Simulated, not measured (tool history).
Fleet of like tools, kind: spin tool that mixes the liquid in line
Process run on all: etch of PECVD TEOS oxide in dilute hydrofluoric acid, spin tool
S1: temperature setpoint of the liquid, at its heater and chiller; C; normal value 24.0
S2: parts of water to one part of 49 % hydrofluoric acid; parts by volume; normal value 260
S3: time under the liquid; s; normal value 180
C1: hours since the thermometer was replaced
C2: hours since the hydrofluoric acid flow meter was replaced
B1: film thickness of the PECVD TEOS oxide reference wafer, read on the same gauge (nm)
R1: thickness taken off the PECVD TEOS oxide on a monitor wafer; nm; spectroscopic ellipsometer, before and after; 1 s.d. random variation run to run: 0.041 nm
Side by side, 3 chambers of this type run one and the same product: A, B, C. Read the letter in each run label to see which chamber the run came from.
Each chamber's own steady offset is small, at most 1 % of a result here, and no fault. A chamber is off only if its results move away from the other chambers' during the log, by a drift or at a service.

At day 0.142: chamber A: thermometer replaced.
Run 1B, day 0.467: usual settings; C1 331.9; C2 393.1; B1 49.995. Result: R1 5.9297 nm.
Run 2C, day 0.788: usual settings; C1 269.4; C2 1284.2; B1 50.007. Result: R1 5.8535 nm.
Run 3A, day 1.258: usual settings; C1 26.8; C2 91.2; B1 49.996. Result: R1 5.8891 nm.
Run 4C, day 1.850: usual settings; C1 294.9; C2 1309.7; B1 49.997. Result: R1 5.8199 nm.
Run 5B, day 2.300: usual settings but S3 90 s; C1 375.9; C2 437.1; B1 50.016. Result: R1 2.9500 nm.
Run 6A, day 2.625: usual settings but S3 90 s; C1 59.6; C2 124.0; B1 50.015. Result: R1 2.9454 nm.
Run 7C, day 3.133: usual settings but S3 90 s; C1 325.7; C2 1340.5; B1 49.992. Result: R1 2.9266 nm.
Run 8A, day 3.488: usual settings; C1 80.3; C2 144.7; B1 49.990. Result: R1 5.8993 nm.
At day 3.904: chamber C: hydrofluoric acid flow meter replaced.
Run 9B, day 3.996: usual settings; C1 416.6; C2 477.8; B1 50.007. Result: R1 5.9032 nm.
Run 10C, day 4.554: usual settings; C1 359.8; C2 15.6; B1 49.983. Result: R1 5.8152 nm.
Run 11B, day 4.812: usual settings; C1 436.2; C2 497.4; B1 49.994. Result: R1 5.8851 nm.
Run 12A, day 5.321: usual settings; C1 124.3; C2 188.7; B1 49.995. Result: R1 5.9748 nm.
Run 13A, day 5.783: usual settings; C1 135.4; C2 199.8; B1 50.018. Result: R1 5.9227 nm.
Run 14C, day 6.312: usual settings; C1 402.0; C2 57.8; B1 49.986. Result: R1 5.6802 nm.
Run 15B, day 6.800: usual settings; C1 483.9; C2 545.1; B1 50.000. Result: R1 5.9183 nm.
Run 16B, day 7.379: usual settings; C1 497.8; C2 559.0; B1 50.011. Result: R1 5.9009 nm.
Run 17A, day 7.908: usual settings but S1 28.5 C, S3 235 s; C1 186.4; C2 250.8; B1 49.991. Result: R1 9.1545 nm.
Run 18C, day 8.258: usual settings but S1 28.5 C, S3 235 s; C1 448.7; C2 104.5; B1 50.003. Result: R1 8.2056 nm.
Run 19B, day 8.596: usual settings but S1 28.5 C, S3 235 s; C1 527.0; C2 588.2; B1 49.975. Result: R1 8.9244 nm.
Run 20A, day 8.867: usual settings; C1 209.4; C2 273.8; B1 49.993. Result: R1 5.9416 nm.
Run 21C, day 9.204: usual settings; C1 471.4; C2 127.2; B1 50.004. Result: R1 5.4403 nm.

Read the log: is a single chamber off, either drifting away or since a service, is the gauge that measures every chamber drifting, or is nothing wrong beyond small per-chamber offsets? Name any odd chamber and what most likely caused it.

It is chamber C that slowly wanders off from its peers.
Most likely cause: liquid colder than its thermometer reads (K) = 2.49.

Which of the 4 candidates below, each the usual settings with something changed and its results left as question marks, puts chamber C back in line with what the other chambers give on the usual settings?
In-line tolerance around the mean of the other chambers on the usual settings: R1 0.1400 nm
Run 22C-1, day 9.638: usual settings but S3 200 s. Result: R1 ?.
Run 22C-2, day 9.638: usual settings but S3 190 s. Result: R1 ?.
Run 22C-3, day 9.638: usual settings but S2 265 parts by volume, S3 175 s. Result: R1 ?.
Run 22C-4, day 9.638: usual settings but S2 280 parts by volume. Result: R1 ?.

Mean of the other chambers on the usual settings: R1 5.9175 nm
  run      R1
22C-1  5.9556
22C-2  5.6578
22C-3  5.0873
22C-4  4.8797
The answer is 22C-1, which returns the chamber to within the allowed miss of the others.

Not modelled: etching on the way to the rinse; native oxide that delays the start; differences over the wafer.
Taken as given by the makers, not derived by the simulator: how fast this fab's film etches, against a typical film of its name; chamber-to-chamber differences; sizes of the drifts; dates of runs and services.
